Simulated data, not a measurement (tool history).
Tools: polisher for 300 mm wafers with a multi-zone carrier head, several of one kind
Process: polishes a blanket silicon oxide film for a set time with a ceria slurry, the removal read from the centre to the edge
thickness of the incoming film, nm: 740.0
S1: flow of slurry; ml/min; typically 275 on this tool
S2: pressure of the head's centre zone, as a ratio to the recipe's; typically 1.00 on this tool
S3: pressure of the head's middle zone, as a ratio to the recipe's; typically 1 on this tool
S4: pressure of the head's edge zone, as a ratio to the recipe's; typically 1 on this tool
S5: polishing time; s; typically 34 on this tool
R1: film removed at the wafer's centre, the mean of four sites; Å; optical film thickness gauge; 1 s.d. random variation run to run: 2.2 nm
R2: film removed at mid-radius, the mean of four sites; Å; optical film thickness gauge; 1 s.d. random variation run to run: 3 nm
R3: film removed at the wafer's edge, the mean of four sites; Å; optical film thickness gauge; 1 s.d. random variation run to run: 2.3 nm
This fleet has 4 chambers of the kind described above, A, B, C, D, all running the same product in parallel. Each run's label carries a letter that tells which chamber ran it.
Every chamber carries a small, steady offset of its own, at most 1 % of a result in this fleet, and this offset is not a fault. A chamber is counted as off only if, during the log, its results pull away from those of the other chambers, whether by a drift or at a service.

run	hour	S1	S2	S3	S4	S5	R1	R2	R3
# hour 1.4: chamber D: worn pad replaced by a new one
1B	9.7	275	1.00	1	1	34	2333.7	2349.3	2330.1
2A	17.9	275	1.00	1	1	34	2312.7	2300.2	2333.8
# hour 23.0: chamber A: worn pad replaced by a new one
# hour 23.1: chamber B: slurry nozzle cleaned
3C	27.5	275	1.00	1	1	34	2320.6	2363.0	2342.8
4D	37.8	275	1.00	1	1	34	2346.7	2419.6	2361.5
5D	48.7	275	1.00	1	1	34	2359.1	2361.6	2357.4
6B	55.4	275	0.96	1	1	34	2259.4	2339.9	2324.9
# hour 61.8: chamber B: worn pad replaced by a new one
7C	65.8	275	0.96	1	1	34	2189.7	2311.5	2313.3
8A	72.7	275	0.96	1	1	34	2210.3	2284.6	2298.1
# hour 78.6: chamber A: slurry nozzle cleaned
9C	79.4	275	0.96	1	1	34	2180.1	2289.6	2258.4
# hour 85.9: chamber D: worn pad replaced by a new one
10B	90.6	275	1.00	1	1	34	2315.2	2358.2	2346.2
11D	97.7	275	1.00	1	1	34	2336.1	2368.7	2358.5
12A	103.8	275	1.00	1	1	34	2313.4	2381.0	2296.5
13C	109.0	275	1.06	1	1	41	2891.4	2714.4	2696.7
14B	117.8	275	1.06	1	1	41	3003.6	2821.3	2830.4
15A	125.8	275	1.06	1	1	41	3015.0	2804.1	2804.8
# hour 128.3: chamber A: worn pad replaced by a new one
16D	137.1	275	1.06	1	1	41	3018.1	2838.8	2810.7
17A	144.4	275	1.05	1	1	34	2498.4	2319.8	2331.1
18B	155.5	275	1.05	1	1	34	2494.6	2345.8	2385.7
19D	166.4	275	1.05	1	1	34	2453.6	2327.3	2386.3
# hour 169.3: chamber D: worn pad replaced by a new one
20C	172.7	275	1.05	1	1	34	2235.3	2125.5	2123.8
21B	181.8	275	1.11	1	1	34	2630.5	2327.1	2304.1
22A	187.9	275	1.11	1	1	34	2646.8	2368.8	2314.9
# hour 188.2: chamber D: edge zone pressure recalibrated
23D	193.2	275	1.11	1	1	34	2620.9	2367.9	2371.6
24C	201.4	275	1.11	1	1	34	2307.2	2053.5	2041.8

Predict what each chamber gives when all 4 of them run the settings below next.
25A	209.5	275	1.00	1	1	34	?	?	?
25B	209.5	275	1.00	1	1	34	?	?	?
25C	209.5	275	1.00	1	1	34	?	?	?
25D	209.5	275	1.00	1	1	34	?	?	?

run	R1	R2	R3
25A	2338.9	2281.8	2321.1
25B	2360.0	2403.2	2368.8
25C	2052.2	2087.2	2031.7
25D	2288.0	2345.3	2337.0
